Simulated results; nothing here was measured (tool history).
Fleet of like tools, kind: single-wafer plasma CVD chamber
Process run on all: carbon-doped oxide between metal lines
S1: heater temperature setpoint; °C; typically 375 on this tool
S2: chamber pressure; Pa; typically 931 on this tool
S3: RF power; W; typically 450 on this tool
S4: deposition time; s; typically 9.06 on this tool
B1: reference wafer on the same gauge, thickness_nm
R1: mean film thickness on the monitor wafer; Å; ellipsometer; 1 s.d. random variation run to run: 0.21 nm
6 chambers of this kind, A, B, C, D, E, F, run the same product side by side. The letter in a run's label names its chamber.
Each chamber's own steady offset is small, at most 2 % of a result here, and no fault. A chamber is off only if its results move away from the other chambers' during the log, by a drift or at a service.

run   hour   S1   S2   S3    S4      B1      R1
 1E    7.0  375  931  450  9.06  48.770  427.87
 2B   13.3  375  931  450  9.06  48.779  434.19
 3A   17.9  375  931  450  9.06  48.785  424.93
 4D   25.0  375  931  450  9.06  48.784  426.38
 5C   30.2  375  931  450  9.06  48.842  424.88
 6F   35.2  375  931  450  9.06  48.866  426.97
 7F   40.7  375  931  450  9.06  48.818  427.64
 8C   45.9  375  931  450  9.06  48.767  430.86
 9E   53.3  361  775  450  9.06  48.811  434.75
10B   62.4  361  775  450  9.06  48.786  444.00
11A   67.6  361  775  450  9.06  48.785  438.05
12D   76.2  361  775  450  9.06  48.795  434.96
13A   82.2  361  775  450  9.06  48.802  430.87
14F   86.8  361  775  450  9.06  48.755  431.34
15D   93.0  375  931  450  9.06  48.819  428.71
16E   98.9  375  931  450  9.06  48.759  430.06
17B  103.8  375  931  450  9.06  48.781  433.44
18C  112.7  382  931  450  9.06  48.858  420.46
19E  118.2  382  931  450  9.06  48.763  426.73
20D  122.3  382  931  450  9.06  48.819  418.60
21F  128.3  382  931  450  9.06  48.714  418.42
22B  135.8  382  931  450  9.06  48.722  429.64
     140.3  -- chamber D: RF generator calibrated
23A  141.5  382  931  450  9.06  48.803  421.67
24C  146.1  375  931  450  9.06  48.757  427.17
25B  153.7  375  931  450  9.06  48.766  438.39
26D  161.6  375  931  450  9.06  48.771  428.25
27A  169.7  375  931  450  9.06  48.843  430.81
28F  174.5  375  931  450  9.06  48.791  425.74
29C  183.1  375  931  450  9.06  48.785  428.29
30E  190.9  375  931  450  9.06  48.749  430.63
31E  195.0  375  931  450  9.06  48.824  430.24
32B  203.1  375  931  450  9.06  48.814  432.50
33D  212.2  375  931  450  9.06  48.773  425.98
34F  218.7  375  931  450  9.06  48.785  425.15
35C  224.7  375  931  450  9.06  48.818  427.91
36A  233.8  375  931  450  9.06  48.793  426.37
37D  237.9  375  931  450  9.06  48.828  428.56
38F  242.4  375  931  450  9.06  48.738  421.51
39B  251.8  375  931  450  9.06  48.794  436.05
40C  256.3  375  931  450  8.00  48.777  379.96
41E  264.7  375  931  450  8.00  48.767  382.97
42A  271.9  375  931  450  8.00  48.757  380.86

The same settings go to every chamber for the next run, one line per chamber below. Forecast the results for each:
43A  278.7  381  931  450  9.06       ?
43B  278.7  381  931  450  9.06       ?
43C  278.7  381  931  450  9.06       ?
43D  278.7  381  931  450  9.06       ?
43E  278.7  381  931  450  9.06       ?
43F  278.7  381  931  450  9.06       ?

run      R1
43A  421.82
43B  432.70
43C  420.83
43D  421.96
43E  427.81
43F  419.59
